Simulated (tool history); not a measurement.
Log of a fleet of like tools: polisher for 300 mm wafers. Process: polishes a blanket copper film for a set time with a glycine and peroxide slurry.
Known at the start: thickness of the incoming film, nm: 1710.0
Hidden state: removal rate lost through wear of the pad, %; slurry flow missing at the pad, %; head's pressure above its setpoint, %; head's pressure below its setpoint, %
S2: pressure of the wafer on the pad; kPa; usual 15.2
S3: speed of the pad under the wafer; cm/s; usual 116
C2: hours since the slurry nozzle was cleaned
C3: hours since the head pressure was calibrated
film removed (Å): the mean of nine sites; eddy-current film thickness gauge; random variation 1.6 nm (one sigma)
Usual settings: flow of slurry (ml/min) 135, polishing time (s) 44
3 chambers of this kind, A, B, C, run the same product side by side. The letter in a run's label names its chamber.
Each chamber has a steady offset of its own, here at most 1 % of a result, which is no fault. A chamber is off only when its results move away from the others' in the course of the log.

Run 1C, hour 4.6: usual settings; wafers polished on this pad 389; C2 234.0; C3 1232.3. Result: film removed (Å) 2523.9.
Run 2B, hour 9.5: usual settings; wafers polished on this pad 599; C2 84.7; C3 208.2. Result: film removed (Å) 2541.3.
Run 3A, hour 14.9: usual settings; wafers polished on this pad 533; C2 208.2; C3 527.9. Result: film removed (Å) 2603.5.
At hour 19.3: chamber A: worn pad replaced by a new one.
Run 4C, hour 19.3: usual settings; wafers polished on this pad 493; C2 248.7; C3 1247.0. Result: film removed (Å) 2572.5.
Run 5B, hour 27.5: usual settings; wafers polished on this pad 726; C2 102.7; C3 226.2. Result: film removed (Å) 2538.4.
Run 6A, hour 33.3: usual settings; wafers polished on this pad 99; C2 226.6; C3 546.3. Result: film removed (Å) 2593.6.
At hour 38.1: chamber B: worn pad replaced by a new one.
Run 7A, hour 38.4: usual settings; wafers polished on this pad 135; C2 231.7; C3 551.4. Result: film removed (Å) 2617.4.
Run 8C, hour 43.6: usual settings; wafers polished on this pad 666; C2 273.0; C3 1271.3. Result: film removed (Å) 2537.3.
Run 9B, hour 49.0: usual settings; wafers polished on this pad 77; C2 124.2; C3 247.7. Result: film removed (Å) 2560.5.
Run 10C, hour 55.0: usual settings; wafers polished on this pad 746; C2 284.4; C3 1282.7. Result: film removed (Å) 2579.2.
Run 11B, hour 58.8: usual settings but S3 82 cm/s; wafers polished on this pad 147; C2 134.0; C3 257.5. Result: film removed (Å) 1948.1.
Run 12A, hour 64.3: usual settings but S3 82 cm/s; wafers polished on this pad 319; C2 257.6; C3 577.3. Result: film removed (Å) 1966.7.
Run 13A, hour 72.3: usual settings but S3 82 cm/s; wafers polished on this pad 375; C2 265.6; C3 585.3. Result: film removed (Å) 1954.9.
Run 14B, hour 76.1: usual settings; wafers polished on this pad 269; C2 151.3; C3 274.8. Result: film removed (Å) 2565.8.
Run 15C, hour 83.4: usual settings; wafers polished on this pad 948; C2 312.8; C3 1311.1. Result: film removed (Å) 2559.4.
At hour 86.4: chamber C: head pressure recalibrated.
Run 16A, hour 89.7: usual settings but flow of slurry (ml/min) 115; wafers polished on this pad 499; C2 283.0; C3 602.7. Result: film removed (Å) 2502.3.
At hour 90.5: chamber A: worn pad replaced by a new one.
Run 17B, hour 93.9: usual settings but flow of slurry (ml/min) 115; wafers polished on this pad 396; C2 169.1; C3 292.6. Result: film removed (Å) 2479.9.
Run 18C, hour 97.6: usual settings but flow of slurry (ml/min) 115; wafers polished on this pad 1048; C2 327.0; C3 11.2. Result: film removed (Å) 2709.9.
Run 19A, hour 103.5: usual settings; wafers polished on this pad 92; C2 296.8; C3 616.5. Result: film removed (Å) 2588.5.
Run 20B, hour 109.5: usual settings; wafers polished on this pad 506; C2 184.7; C3 308.2. Result: film removed (Å) 2570.8.
Run 21C, hour 114.4: usual settings; wafers polished on this pad 1168; C2 343.8; C3 28.0. Result: film removed (Å) 2789.5.
Run 22B, hour 119.1: usual settings; wafers polished on this pad 574; C2 194.3; C3 317.8. Result: film removed (Å) 2556.3.
At hour 119.2: chamber C: worn pad replaced by a new one.
Run 23C, hour 125.0: usual settings; wafers polished on this pad 41; C2 354.4; C3 38.6. Result: film removed (Å) 2757.9.
Run 24A, hour 128.9: usual settings; wafers polished on this pad 272; C2 322.2; C3 641.9. Result: film removed (Å) 2585.4.
Run 25A, hour 132.7: usual settings but S2 13.1 kPa; wafers polished on this pad 299; C2 326.0; C3 645.7. Result: film removed (Å) 2333.2.
Run 26C, hour 139.0: usual settings but S2 13.1 kPa; wafers polished on this pad 140; C2 368.4; C3 52.6. Result: film removed (Å) 2477.5.
Run 27B, hour 142.6: usual settings but S2 13.1 kPa; wafers polished on this pad 741; C2 217.8; C3 341.3. Result: film removed (Å) 2266.3.
At hour 147.3: chamber B: worn pad replaced by a new one.
Run 28B, hour 150.6: usual settings; wafers polished on this pad 23; C2 225.8; C3 349.3. Result: film removed (Å) 2561.6.
At hour 152.4: chamber A: worn pad replaced by a new one.
Run 29A, hour 156.8: usual settings but S2 19.3 kPa, polishing time (s) 54; wafers polished on this pad 31; C2 350.1; C3 669.8. Result: film removed (Å) 3873.2.
Run 30C, hour 164.5: usual settings but S2 19.3 kPa, polishing time (s) 54; wafers polished on this pad 321; C2 393.9; C3 78.1. Result: film removed (Å) 4143.3.
Run 31C, hour 171.5: usual settings but S2 19.3 kPa, polishing time (s) 54; wafers polished on this pad 370; C2 400.9; C3 85.1. Result: film removed (Å) 4198.5.
Run 32B, hour 176.2: usual settings; wafers polished on this pad 205; C2 251.4; C3 374.9. Result: film removed (Å) 2567.8.
Run 33A, hour 180.2: usual settings; wafers polished on this pad 197; C2 373.5; C3 693.2. Result: film removed (Å) 2576.0.
Run 34B, hour 186.5: usual settings; wafers polished on this pad 278; C2 261.7; C3 385.2. Result: film removed (Å) 2559.0.
At hour 192.1: chamber A: slurry nozzle cleaned.
Run 35C, hour 192.3: usual settings; wafers polished on this pad 518; C2 421.7; C3 105.9. Result: film removed (Å) 2775.0.
Run 36A, hour 197.0: usual settings but S3 94 cm/s; wafers polished on this pad 316; C2 4.9; C3 710.0. Result: film removed (Å) 2192.8.
Run 37A, hour 201.5: usual settings but S3 94 cm/s; wafers polished on this pad 348; C2 9.4; C3 714.5. Result: film removed (Å) 2193.3.
Run 38B, hour 205.4: usual settings but S3 94 cm/s; wafers polished on this pad 412; C2 280.6; C3 404.1. Result: film removed (Å) 2184.3.
Run 39C, hour 212.9: usual settings; wafers polished on this pad 664; C2 442.3; C3 126.5. Result: film removed (Å) 2800.1.
Run 40C, hour 218.5: usual settings; wafers polished on this pad 704; C2 447.9; C3 132.1. Result: film removed (Å) 2778.8.
Run 41A, hour 226.1: usual settings; wafers polished on this pad 522; C2 34.0; C3 739.1. Result: film removed (Å) 2582.8.
Run 42B, hour 233.2: usual settings; wafers polished on this pad 609; C2 308.4; C3 431.9. Result: film removed (Å) 2555.1.

All 3 chambers run these settings next. Forecast each chamber's results:
Run 43A, hour 239.2: usual settings but polishing time (s) 31. Result: film removed (Å) ?.
Run 43B, hour 239.2: usual settings but polishing time (s) 31. Result: film removed (Å) ?.
Run 43C, hour 239.2: usual settings but polishing time (s) 31. Result: film removed (Å) ?.

run  film removed (Å)
43A            1826.1
43B            1807.7
43C            1953.6
